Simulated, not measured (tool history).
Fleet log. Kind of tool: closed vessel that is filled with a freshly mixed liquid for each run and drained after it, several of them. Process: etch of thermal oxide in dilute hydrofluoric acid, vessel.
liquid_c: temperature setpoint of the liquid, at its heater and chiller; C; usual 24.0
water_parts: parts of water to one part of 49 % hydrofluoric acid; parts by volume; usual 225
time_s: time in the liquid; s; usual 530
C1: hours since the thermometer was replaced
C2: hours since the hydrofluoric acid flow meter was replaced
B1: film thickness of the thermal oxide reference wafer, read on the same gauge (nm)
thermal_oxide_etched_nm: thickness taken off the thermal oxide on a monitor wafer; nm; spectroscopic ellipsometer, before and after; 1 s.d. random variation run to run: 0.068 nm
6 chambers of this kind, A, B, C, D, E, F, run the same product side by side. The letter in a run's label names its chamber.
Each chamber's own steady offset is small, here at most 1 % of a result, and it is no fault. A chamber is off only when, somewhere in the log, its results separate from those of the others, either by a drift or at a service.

{"run": "1C", "hour": 5.8, "liquid_c": 24.0, "water_parts": 225, "time_s": 530, "C1": 1632.2, "C2": 481.5, "B1": 50.029, "thermal_oxide_etched_nm": 9.6715}
{"run": "2E", "hour": 16.5, "liquid_c": 24.0, "water_parts": 225, "time_s": 530, "C1": 705.0, "C2": 422.5, "B1": 49.971, "thermal_oxide_etched_nm": 9.74}
{"run": "3A", "hour": 23.4, "liquid_c": 24.0, "water_parts": 225, "time_s": 530, "C1": 2286.4, "C2": 278.8, "B1": 49.994, "thermal_oxide_etched_nm": 9.6082}
{"run": "4B", "hour": 28.9, "liquid_c": 24.0, "water_parts": 225, "time_s": 530, "C1": 927.3, "C2": 802.0, "B1": 50.013, "thermal_oxide_etched_nm": 9.65}
{"hour": 32.6, "done": "chamber A: thermometer replaced"}
{"run": "5D", "hour": 37.2, "liquid_c": 24.0, "water_parts": 225, "time_s": 530, "C1": 1794.3, "C2": 394.7, "B1": 49.968, "thermal_oxide_etched_nm": 9.7232}
{"run": "6F", "hour": 47.3, "liquid_c": 24.0, "water_parts": 225, "time_s": 530, "C1": 853.3, "C2": 174.5, "B1": 50.044, "thermal_oxide_etched_nm": 9.5459}
{"run": "7C", "hour": 57.9, "liquid_c": 24.0, "water_parts": 225, "time_s": 530, "C1": 1684.3, "C2": 533.6, "B1": 49.988, "thermal_oxide_etched_nm": 9.6718}
{"run": "8F", "hour": 63.9, "liquid_c": 24.0, "water_parts": 225, "time_s": 530, "C1": 869.9, "C2": 191.1, "B1": 50.03, "thermal_oxide_etched_nm": 9.5327}
{"run": "9A", "hour": 72.9, "liquid_c": 24.0, "water_parts": 225, "time_s": 530, "C1": 40.4, "C2": 328.3, "B1": 50.003, "thermal_oxide_etched_nm": 9.662}
{"run": "10D", "hour": 79.2, "liquid_c": 24.0, "water_parts": 225, "time_s": 530, "C1": 1836.3, "C2": 436.7, "B1": 49.98, "thermal_oxide_etched_nm": 9.629}
{"run": "11B", "hour": 87.2, "liquid_c": 24.0, "water_parts": 225, "time_s": 530, "C1": 985.6, "C2": 860.3, "B1": 50.007, "thermal_oxide_etched_nm": 9.5544}
{"run": "12E", "hour": 95.8, "liquid_c": 24.0, "water_parts": 225, "time_s": 530, "C1": 784.3, "C2": 501.8, "B1": 49.985, "thermal_oxide_etched_nm": 9.6454}
{"run": "13F", "hour": 103.4, "liquid_c": 24.0, "water_parts": 225, "time_s": 530, "C1": 909.4, "C2": 230.6, "B1": 49.988, "thermal_oxide_etched_nm": 9.614}
{"run": "14A", "hour": 110.8, "liquid_c": 24.0, "water_parts": 225, "time_s": 530, "C1": 78.3, "C2": 366.2, "B1": 49.971, "thermal_oxide_etched_nm": 9.5971}
{"run": "15C", "hour": 116.9, "liquid_c": 24.0, "water_parts": 225, "time_s": 530, "C1": 1743.3, "C2": 592.6, "B1": 49.99, "thermal_oxide_etched_nm": 9.6648}
{"run": "16B", "hour": 126.2, "liquid_c": 24.0, "water_parts": 225, "time_s": 530, "C1": 1024.6, "C2": 899.3, "B1": 50.042, "thermal_oxide_etched_nm": 9.6256}
{"run": "17E", "hour": 132.4, "liquid_c": 24.0, "water_parts": 225, "time_s": 530, "C1": 820.9, "C2": 538.4, "B1": 49.99, "thermal_oxide_etched_nm": 9.7437}
{"run": "18D", "hour": 142.3, "liquid_c": 24.0, "water_parts": 225, "time_s": 530, "C1": 1899.4, "C2": 499.8, "B1": 49.997, "thermal_oxide_etched_nm": 9.7584}
{"run": "19C", "hour": 151.7, "liquid_c": 24.0, "water_parts": 225, "time_s": 530, "C1": 1778.1, "C2": 627.4, "B1": 50.015, "thermal_oxide_etched_nm": 9.6336}
{"run": "20F", "hour": 157.9, "liquid_c": 24.0, "water_parts": 225, "time_s": 530, "C1": 963.9, "C2": 285.1, "B1": 50.017, "thermal_oxide_etched_nm": 9.6351}
{"run": "21B", "hour": 168.6, "liquid_c": 24.0, "water_parts": 225, "time_s": 530, "C1": 1067.0, "C2": 941.7, "B1": 50.001, "thermal_oxide_etched_nm": 9.7023}
{"run": "22E", "hour": 179.1, "liquid_c": 24.0, "water_parts": 225, "time_s": 530, "C1": 867.6, "C2": 585.1, "B1": 50.03, "thermal_oxide_etched_nm": 9.6929}
{"run": "23A", "hour": 187.0, "liquid_c": 24.0, "water_parts": 225, "time_s": 530, "C1": 154.5, "C2": 442.4, "B1": 50.065, "thermal_oxide_etched_nm": 9.4482}
{"run": "24D", "hour": 192.3, "liquid_c": 24.0, "water_parts": 225, "time_s": 530, "C1": 1949.4, "C2": 549.8, "B1": 49.951, "thermal_oxide_etched_nm": 9.7241}
{"run": "25F", "hour": 202.8, "liquid_c": 24.0, "water_parts": 225, "time_s": 530, "C1": 1008.8, "C2": 330.0, "B1": 49.959, "thermal_oxide_etched_nm": 9.6613}
{"run": "26B", "hour": 212.6, "liquid_c": 24.0, "water_parts": 225, "time_s": 530, "C1": 1111.0, "C2": 985.7, "B1": 50.044, "thermal_oxide_etched_nm": 9.6158}
{"run": "27E", "hour": 221.3, "liquid_c": 24.0, "water_parts": 225, "time_s": 530, "C1": 909.8, "C2": 627.3, "B1": 50.005, "thermal_oxide_etched_nm": 9.72}
{"run": "28C", "hour": 226.1, "liquid_c": 24.0, "water_parts": 225, "time_s": 530, "C1": 1852.5, "C2": 701.8, "B1": 50.001, "thermal_oxide_etched_nm": 9.6619}
{"run": "29D", "hour": 234.9, "liquid_c": 27.5, "water_parts": 225, "time_s": 530, "C1": 1992.0, "C2": 592.4, "B1": 49.989, "thermal_oxide_etched_nm": 11.002}
{"run": "30A", "hour": 244.6, "liquid_c": 27.5, "water_parts": 225, "time_s": 530, "C1": 212.1, "C2": 500.0, "B1": 49.994, "thermal_oxide_etched_nm": 11.026}
{"run": "31A", "hour": 254.5, "liquid_c": 27.5, "water_parts": 225, "time_s": 530, "C1": 222.0, "C2": 509.9, "B1": 49.995, "thermal_oxide_etched_nm": 10.764}
{"run": "32C", "hour": 263.1, "liquid_c": 27.5, "water_parts": 225, "time_s": 530, "C1": 1889.5, "C2": 738.8, "B1": 50.041, "thermal_oxide_etched_nm": 11.146}
{"run": "33E", "hour": 269.5, "liquid_c": 27.5, "water_parts": 225, "time_s": 530, "C1": 958.0, "C2": 675.5, "B1": 50.02, "thermal_oxide_etched_nm": 11.047}
{"hour": 273.8, "done": "chamber A: hydrofluoric acid flow meter replaced"}
{"hour": 274.0, "done": "chamber F: hydrofluoric acid flow meter replaced"}
{"run": "34D", "hour": 275.7, "liquid_c": 27.5, "water_parts": 225, "time_s": 530, "C1": 2032.8, "C2": 633.2, "B1": 50.012, "thermal_oxide_etched_nm": 11.049}
{"run": "35F", "hour": 286.4, "liquid_c": 24.0, "water_parts": 225, "time_s": 530, "C1": 1092.4, "C2": 12.5, "B1": 50.021, "thermal_oxide_etched_nm": 9.6999}
{"run": "36B", "hour": 294.0, "liquid_c": 24.0, "water_parts": 225, "time_s": 530, "C1": 1192.4, "C2": 1067.1, "B1": 50.035, "thermal_oxide_etched_nm": 9.6926}
{"run": "37C", "hour": 299.6, "liquid_c": 24.0, "water_parts": 225, "time_s": 530, "C1": 1926.0, "C2": 775.3, "B1": 50.007, "thermal_oxide_etched_nm": 9.6125}
{"run": "38D", "hour": 305.3, "liquid_c": 24.0, "water_parts": 225, "time_s": 530, "C1": 2062.4, "C2": 662.8, "B1": 50.028, "thermal_oxide_etched_nm": 9.8323}
{"run": "39F", "hour": 314.3, "liquid_c": 24.0, "water_parts": 225, "time_s": 530, "C1": 1120.3, "C2": 40.4, "B1": 49.967, "thermal_oxide_etched_nm": 9.5977}
{"run": "40B", "hour": 319.7, "liquid_c": 24.0, "water_parts": 225, "time_s": 530, "C1": 1218.1, "C2": 1092.8, "B1": 50.032, "thermal_oxide_etched_nm": 9.6507}
{"run": "41E", "hour": 328.4, "liquid_c": 24.0, "water_parts": 225, "time_s": 530, "C1": 1016.9, "C2": 734.4, "B1": 49.995, "thermal_oxide_etched_nm": 9.801}
{"run": "42A", "hour": 336.2, "liquid_c": 24.0, "water_parts": 225, "time_s": 530, "C1": 303.7, "C2": 62.4, "B1": 50.006, "thermal_oxide_etched_nm": 9.7976}
{"run": "43C", "hour": 344.1, "liquid_c": 24.0, "water_parts": 225, "time_s": 530, "C1": 1970.5, "C2": 819.8, "B1": 50.036, "thermal_oxide_etched_nm": 9.5577}
{"run": "44E", "hour": 350.0, "liquid_c": 24.0, "water_parts": 225, "time_s": 530, "C1": 1038.5, "C2": 756.0, "B1": 50.006, "thermal_oxide_etched_nm": 9.6137}

Which is it: a chamber that has drifted or been left off by a service, a gauge drift common to all chambers, or only each chamber's usual small offset? If a chamber is off, name it and its likeliest cause.

Beyond each chamber's small constant offset nothing stands out, and the gauge stays steady.
